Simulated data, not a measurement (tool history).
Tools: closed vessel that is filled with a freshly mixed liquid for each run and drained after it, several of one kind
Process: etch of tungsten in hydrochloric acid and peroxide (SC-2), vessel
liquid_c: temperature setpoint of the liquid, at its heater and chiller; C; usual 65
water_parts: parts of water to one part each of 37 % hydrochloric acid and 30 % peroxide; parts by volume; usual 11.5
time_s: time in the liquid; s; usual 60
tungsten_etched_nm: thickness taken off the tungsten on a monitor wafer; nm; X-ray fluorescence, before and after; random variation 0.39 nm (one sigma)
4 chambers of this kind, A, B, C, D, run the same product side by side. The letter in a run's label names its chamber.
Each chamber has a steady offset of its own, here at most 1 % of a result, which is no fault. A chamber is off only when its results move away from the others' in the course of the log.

run   hour  liquid_c  water_parts  time_s  read-back film thickness of the tungsten reference wafer, read on the same gauge (nm)  tungsten_etched_nm
 1B   10.0        65         11.5      60                                                                                 140.00              50.660
 2A   20.7        65         11.5      60                                                                                 140.01              50.068
 3D   29.9        65         11.5      60                                                                                 140.05              50.670
 4C   37.5        65         11.5      60                                                                                 139.98              50.296
 5D   46.6        65         11.5      60                                                                                 139.96              50.671
 6B   51.5        65         16.0      75                                                                                 140.00              47.161
 7A   57.0        65         16.0      75                                                                                 139.99              46.237
 8C   64.6        65         16.0      75                                                                                 139.93              47.167
 9D   70.3        65         16.0      75                                                                                 139.96              47.221
10A   76.9        65         11.5      60                                                                                 140.04              49.914
11B   86.5        65         11.5      60                                                                                 139.98              50.541
12C   94.6        65         11.5      60                                                                                 140.00              50.527
13C  104.4        65         11.5      60                                                                                 140.02              50.898
14B  112.7        65         11.5      60                                                                                 140.02              49.930
15A  120.3        65         11.5      60                                                                                 140.04              50.372
16D  127.2        65         16.0      60                                                                                 139.99              38.019
17D  137.1        65         16.0      60                                                                                 139.98              38.056
18C  144.6        65         16.0      60                                                                                 139.95              37.416
     146.9  -- chamber D: new drum of peroxide connected
19B  154.8        65         16.0      60                                                                                 140.00              37.006
     162.2  -- chamber A: new drum of peroxide connected
20A  165.1        65         11.5      60                                                                                 140.04              50.090
21D  172.6        65         11.5      60                                                                                 139.94              51.524
22B  179.1        65         11.5      60                                                                                 140.03              49.731
23C  186.0        65         11.5      60                                                                                 140.01              50.639
24A  196.0        65         11.5      60                                                                                 140.02              49.952
25C  203.7        65         11.5      60                                                                                 139.97              51.330
26D  212.1        65         11.5      60                                                                                 140.03              52.216
27B  220.5        65          8.5      45                                                                                 140.04              49.285
28A  226.6        65          8.5      45                                                                                 140.01              48.247
29A  236.9        65          8.5      45                                                                                 140.02              48.644
30D  242.8        65          8.5      45                                                                                 140.04              50.233
31C  247.9        65         11.5      60                                                                                 140.03              50.299
     249.2  -- chamber C: thermometer replaced
32B  254.0        65         11.5      60                                                                                 140.01              50.469
     256.3  -- chamber C: new drum of peroxide connected
     257.2  -- chamber A: chemicals flow meter replaced
33D  264.7        65         11.5      60                                                                                 140.01              51.385
34A  271.1        65         11.5      60                                                                                 140.04              50.416
     275.4  -- chamber C: chemicals flow meter replaced
35B  277.2        59         11.5      60                                                                                 139.99              35.050
36C  284.1        59         11.5      60                                                                                 139.98              35.180
37C  294.1        59         11.5      60                                                                                 140.00              34.666
38A  299.3        59         11.5      60                                                                                 139.98              34.791

All 4 chambers run these settings next. Forecast each chamber's results:
39A  307.2        65         17.0      60                                                                                                          ?
39B  307.2        65         17.0      60                                                                                                          ?
39C  307.2        65         17.0      60                                                                                                          ?
39D  307.2        65         17.0      60                                                                                                          ?

run  tungsten_etched_nm
39A              35.513
39B              35.236
39C              35.810
39D              37.682

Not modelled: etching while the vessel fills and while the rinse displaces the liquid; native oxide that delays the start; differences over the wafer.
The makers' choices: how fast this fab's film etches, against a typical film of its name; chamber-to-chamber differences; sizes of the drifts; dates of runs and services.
